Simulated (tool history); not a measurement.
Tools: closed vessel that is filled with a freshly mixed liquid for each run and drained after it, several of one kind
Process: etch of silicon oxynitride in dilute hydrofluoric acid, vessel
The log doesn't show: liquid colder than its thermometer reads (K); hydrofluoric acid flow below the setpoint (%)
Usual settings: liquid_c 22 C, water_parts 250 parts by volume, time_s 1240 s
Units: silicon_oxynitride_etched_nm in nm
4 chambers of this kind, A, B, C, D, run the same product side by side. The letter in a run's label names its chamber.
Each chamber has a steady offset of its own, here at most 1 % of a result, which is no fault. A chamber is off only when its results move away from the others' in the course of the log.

| run | hour | liquid_c | water_parts | time_s | hours since the thermometer was replaced | hours since the hydrofluoric acid flow meter was replaced | read-back film thickness of the silicon oxynitride reference wafer, read on the same gauge (nm) | silicon_oxynitride_etched_nm |
|---|---|---|---|---|---|---|---|---|
| 1C | 12.2 | 22 | 250 | 1240 | 410.3 | 1196.2 | 80.041 | 19.2280 |
| 2A | 22.5 | 22 | 250 | 1240 | 1400.1 | 960.6 | 80.022 | 19.1240 |
| 3D | 32.9 | 22 | 250 | 1240 | 608.1 | 349.4 | 79.985 | 19.3260 |
| 4B | 48.1 | 22 | 250 | 1240 | 536.2 | 228.3 | 80.018 | 19.4580 |
| 5D | 62.3 | 22 | 250 | 1240 | 637.5 | 378.8 | 80.004 | 19.3060 |
| 6C | 71.6 | 22 | 250 | 1240 | 469.7 | 1255.6 | 80.008 | 19.2990 |
| 7A | 81.5 | 22 | 250 | 1240 | 1459.1 | 1019.6 | 80.020 | 19.2220 |
| 8B | 94.4 | 22 | 250 | 1240 | 582.5 | 274.6 | 80.040 | 19.5800 |
| 9C | 107.0 | 22 | 150 | 1945 | 505.1 | 1291.0 | 79.981 | 54.1510 |
| 10A | 117.7 | 22 | 150 | 1945 | 1495.3 | 1055.8 | 79.976 | 52.7920 |
|  | 124.9 | chamber B: thermometer replaced |
| 11B | 129.4 | 22 | 150 | 1945 | 4.6 | 309.6 | 79.996 | 54.0570 |
|  | 137.4 | chamber C: thermometer replaced |
| 12D | 143.3 | 22 | 150 | 1945 | 718.5 | 459.8 | 80.013 | 54.7030 |
| 13C | 151.2 | 22 | 250 | 1240 | 13.9 | 1335.2 | 79.966 | 19.3770 |
|  | 164.2 | chamber A: thermometer replaced |
| 14B | 164.4 | 22 | 250 | 1240 | 39.6 | 344.6 | 79.977 | 19.5980 |
| 15A | 180.6 | 22 | 250 | 1240 | 16.4 | 1118.7 | 79.972 | 19.1910 |
| 16D | 194.2 | 22 | 250 | 1240 | 769.4 | 510.7 | 79.990 | 19.3510 |
| 17D | 207.4 | 22 | 250 | 1240 | 782.6 | 523.9 | 79.994 | 19.2930 |
| 18C | 215.1 | 22 | 250 | 1240 | 77.8 | 1399.1 | 80.000 | 19.3320 |
| 19A | 225.5 | 22 | 250 | 1240 | 61.3 | 1163.6 | 80.023 | 19.1480 |
| 20B | 239.2 | 22 | 250 | 1240 | 114.4 | 419.4 | 80.008 | 19.4970 |
| 21B | 255.8 | 22 | 250 | 1240 | 131.0 | 436.0 | 80.000 | 19.4580 |
|  | 262.7 | chamber D: hydrofluoric acid flow meter replaced |
| 22D | 263.7 | 22 | 250 | 1240 | 838.9 | 1.0 | 80.003 | 19.4000 |
| 23A | 274.6 | 22 | 250 | 1240 | 110.4 | 1212.7 | 80.009 | 19.1950 |
| 24C | 287.8 | 22 | 250 | 1240 | 150.5 | 1471.8 | 80.001 | 19.3730 |
| 25A | 300.9 | 22 | 250 | 1240 | 136.7 | 1239.0 | 80.013 | 19.2750 |
| 26C | 312.0 | 22 | 250 | 1240 | 174.7 | 1496.0 | 80.024 | 19.2560 |
| 27B | 321.0 | 22 | 250 | 1240 | 196.2 | 501.2 | 80.010 | 19.4980 |
| 28D | 337.1 | 22 | 250 | 1240 | 912.3 | 74.4 | 79.984 | 19.3330 |
| 29A | 349.3 | 22 | 250 | 1240 | 185.1 | 1287.4 | 80.023 | 19.2000 |
| 30D | 357.5 | 22 | 250 | 1240 | 932.7 | 94.8 | 80.006 | 19.4310 |

All 4 chambers run these settings next. Forecast each chamber's results:
| 31A | 369.4 | 22 | 250 | 525 |  |  |  | ? |
| 31B | 369.4 | 22 | 250 | 525 |  |  |  | ? |
| 31C | 369.4 | 22 | 250 | 525 |  |  |  | ? |
| 31D | 369.4 | 22 | 250 | 525 |  |  |  | ? |

| run | silicon_oxynitride_etched_nm |
|---|---|
| 31A | 8.1490 |
| 31B | 8.2754 |
| 31C | 8.1813 |
| 31D | 8.2072 |
